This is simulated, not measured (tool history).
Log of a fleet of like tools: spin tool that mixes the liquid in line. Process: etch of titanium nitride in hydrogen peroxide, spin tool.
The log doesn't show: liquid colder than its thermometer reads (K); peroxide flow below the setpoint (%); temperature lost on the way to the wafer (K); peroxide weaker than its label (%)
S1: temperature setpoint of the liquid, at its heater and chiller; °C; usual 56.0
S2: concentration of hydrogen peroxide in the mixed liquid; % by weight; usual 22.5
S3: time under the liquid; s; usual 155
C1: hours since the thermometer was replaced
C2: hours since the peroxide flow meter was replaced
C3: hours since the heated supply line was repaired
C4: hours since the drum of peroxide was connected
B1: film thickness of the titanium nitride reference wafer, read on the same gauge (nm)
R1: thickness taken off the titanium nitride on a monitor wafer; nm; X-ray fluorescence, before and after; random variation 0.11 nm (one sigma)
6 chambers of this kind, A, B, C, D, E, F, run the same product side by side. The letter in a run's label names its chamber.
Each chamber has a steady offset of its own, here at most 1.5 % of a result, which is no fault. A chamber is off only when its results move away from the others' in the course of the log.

| run | hour | S1 | S2 | S3 | C1 | C2 | C3 | C4 | B1 | R1 |
|---|---|---|---|---|---|---|---|---|---|---|
| 1D | 4.1 | 56.0 | 22.5 | 155 | 191.7 | 194.0 | 620.2 | 408.0 | 69.982 | 18.5870 |
| 2C | 8.4 | 56.0 | 22.5 | 155 | 637.6 | 180.5 | 286.2 | 526.5 | 69.970 | 18.7420 |
| 3B | 13.5 | 56.0 | 22.5 | 155 | 544.9 | 682.9 | 1107.9 | 94.9 | 70.005 | 18.8550 |
| 4F | 16.8 | 56.0 | 22.5 | 155 | 1183.1 | 941.1 | 47.2 | 760.0 | 70.006 | 18.3900 |
|  | 22.2 | chamber B: heated supply line repaired |
| 5A | 23.6 | 56.0 | 22.5 | 155 | 708.6 | 627.0 | 1082.3 | 341.0 | 69.970 | 18.6590 |
| 6E | 30.3 | 56.0 | 22.5 | 155 | 222.0 | 871.4 | 281.4 | 492.0 | 69.986 | 18.8020 |
| 7F | 35.6 | 56.0 | 22.5 | 60 | 1201.9 | 959.9 | 66.0 | 778.8 | 69.981 | 7.2144 |
| 8C | 40.8 | 56.0 | 22.5 | 60 | 670.0 | 212.9 | 318.6 | 558.9 | 69.976 | 7.2707 |
| 9A | 47.8 | 56.0 | 22.5 | 60 | 732.8 | 651.2 | 1106.5 | 365.2 | 70.009 | 7.1627 |
| 10E | 53.2 | 56.0 | 22.5 | 60 | 244.9 | 894.3 | 304.3 | 514.9 | 70.011 | 7.1687 |
| 11B | 57.5 | 56.0 | 22.5 | 60 | 588.9 | 726.9 | 35.4 | 138.9 | 69.978 | 7.3249 |
| 12D | 64.1 | 56.0 | 22.5 | 60 | 251.7 | 254.0 | 680.2 | 468.0 | 69.974 | 7.1921 |
| 13C | 69.4 | 56.0 | 22.5 | 155 | 698.6 | 241.5 | 347.2 | 587.5 | 69.984 | 18.6200 |
|  | 73.1 | chamber F: new drum of peroxide connected |
| 14B | 75.1 | 56.0 | 22.5 | 155 | 606.5 | 744.5 | 53.0 | 156.5 | 69.985 | 18.8450 |
| 15D | 79.0 | 56.0 | 22.5 | 155 | 266.6 | 268.9 | 695.1 | 482.9 | 69.969 | 18.3530 |
| 16A | 82.5 | 56.0 | 22.5 | 155 | 767.5 | 685.9 | 1141.2 | 399.9 | 70.030 | 18.6850 |
| 17F | 86.2 | 56.0 | 22.5 | 155 | 1252.5 | 1010.5 | 116.6 | 13.2 | 70.002 | 18.5130 |
| 18E | 90.7 | 56.0 | 22.5 | 155 | 282.4 | 931.8 | 341.8 | 552.4 | 70.027 | 18.7700 |
| 19E | 94.5 | 56.0 | 22.5 | 155 | 286.2 | 935.6 | 345.6 | 556.2 | 69.975 | 18.7630 |
| 20A | 101.5 | 56.0 | 22.5 | 155 | 786.5 | 704.9 | 1160.2 | 418.9 | 69.978 | 18.5610 |
| 21C | 106.1 | 56.0 | 22.5 | 155 | 735.3 | 278.2 | 383.9 | 624.2 | 69.958 | 18.6920 |
| 22D | 113.2 | 56.0 | 22.5 | 155 | 300.8 | 303.1 | 729.3 | 517.1 | 69.986 | 18.1870 |
| 23B | 118.7 | 56.0 | 18.0 | 240 | 650.1 | 788.1 | 96.6 | 200.1 | 70.035 | 27.7660 |
| 24F | 125.8 | 56.0 | 18.0 | 240 | 1292.1 | 1050.1 | 156.2 | 52.8 | 70.004 | 27.2940 |
| 25C | 132.7 | 56.0 | 18.0 | 240 | 761.9 | 304.8 | 410.5 | 650.8 | 69.995 | 27.5650 |
| 26F | 137.8 | 56.0 | 18.0 | 240 | 1304.1 | 1062.1 | 168.2 | 64.8 | 70.008 | 27.4290 |
| 27E | 144.7 | 56.0 | 18.0 | 240 | 336.4 | 985.8 | 395.8 | 606.4 | 70.016 | 27.7900 |
| 28A | 150.6 | 56.0 | 18.0 | 240 | 835.6 | 754.0 | 1209.3 | 468.0 | 69.976 | 27.4720 |
|  | 156.3 | chamber C: new drum of peroxide connected |
| 29D | 156.6 | 56.0 | 22.5 | 155 | 344.2 | 346.5 | 772.7 | 560.5 | 70.010 | 17.8360 |
| 30B | 160.2 | 52.0 | 25.0 | 155 | 691.6 | 829.6 | 138.1 | 241.6 | 70.001 | 14.6620 |
| 31A | 164.2 | 52.0 | 25.0 | 155 | 849.2 | 767.6 | 1222.9 | 481.6 | 69.988 | 14.4180 |
| 32F | 170.0 | 52.0 | 25.0 | 155 | 1336.3 | 1094.3 | 200.4 | 97.0 | 69.989 | 14.2880 |
| 33D | 176.9 | 52.0 | 25.0 | 155 | 364.5 | 366.8 | 793.0 | 580.8 | 70.019 | 13.7590 |
| 34C | 184.0 | 52.0 | 25.0 | 155 | 813.2 | 356.1 | 461.8 | 27.7 | 70.004 | 14.3230 |
| 35E | 189.9 | 52.0 | 25.0 | 155 | 381.6 | 1031.0 | 441.0 | 651.6 | 70.021 | 14.4450 |
| 36B | 195.7 | 56.0 | 22.5 | 155 | 727.1 | 865.1 | 173.6 | 277.1 | 69.993 | 18.9830 |
| 37F | 199.7 | 56.0 | 22.5 | 155 | 1366.0 | 1124.0 | 230.1 | 126.7 | 69.979 | 18.6550 |

All 6 chambers run these settings next. Forecast each chamber's results:
| 38A | 204.9 | 59.5 | 22.5 | 155 |  |  |  |  |  | ? |
| 38B | 204.9 | 59.5 | 22.5 | 155 |  |  |  |  |  | ? |
| 38C | 204.9 | 59.5 | 22.5 | 155 |  |  |  |  |  | ? |
| 38D | 204.9 | 59.5 | 22.5 | 155 |  |  |  |  |  | ? |
| 38E | 204.9 | 59.5 | 22.5 | 155 |  |  |  |  |  | ? |
| 38F | 204.9 | 59.5 | 22.5 | 155 |  |  |  |  |  | ? |

| run | R1 |
|---|---|
| 38A | 23.6540 |
| 38B | 23.7520 |
| 38C | 23.5610 |
| 38D | 22.4260 |
| 38E | 23.7490 |
| 38F | 23.4930 |
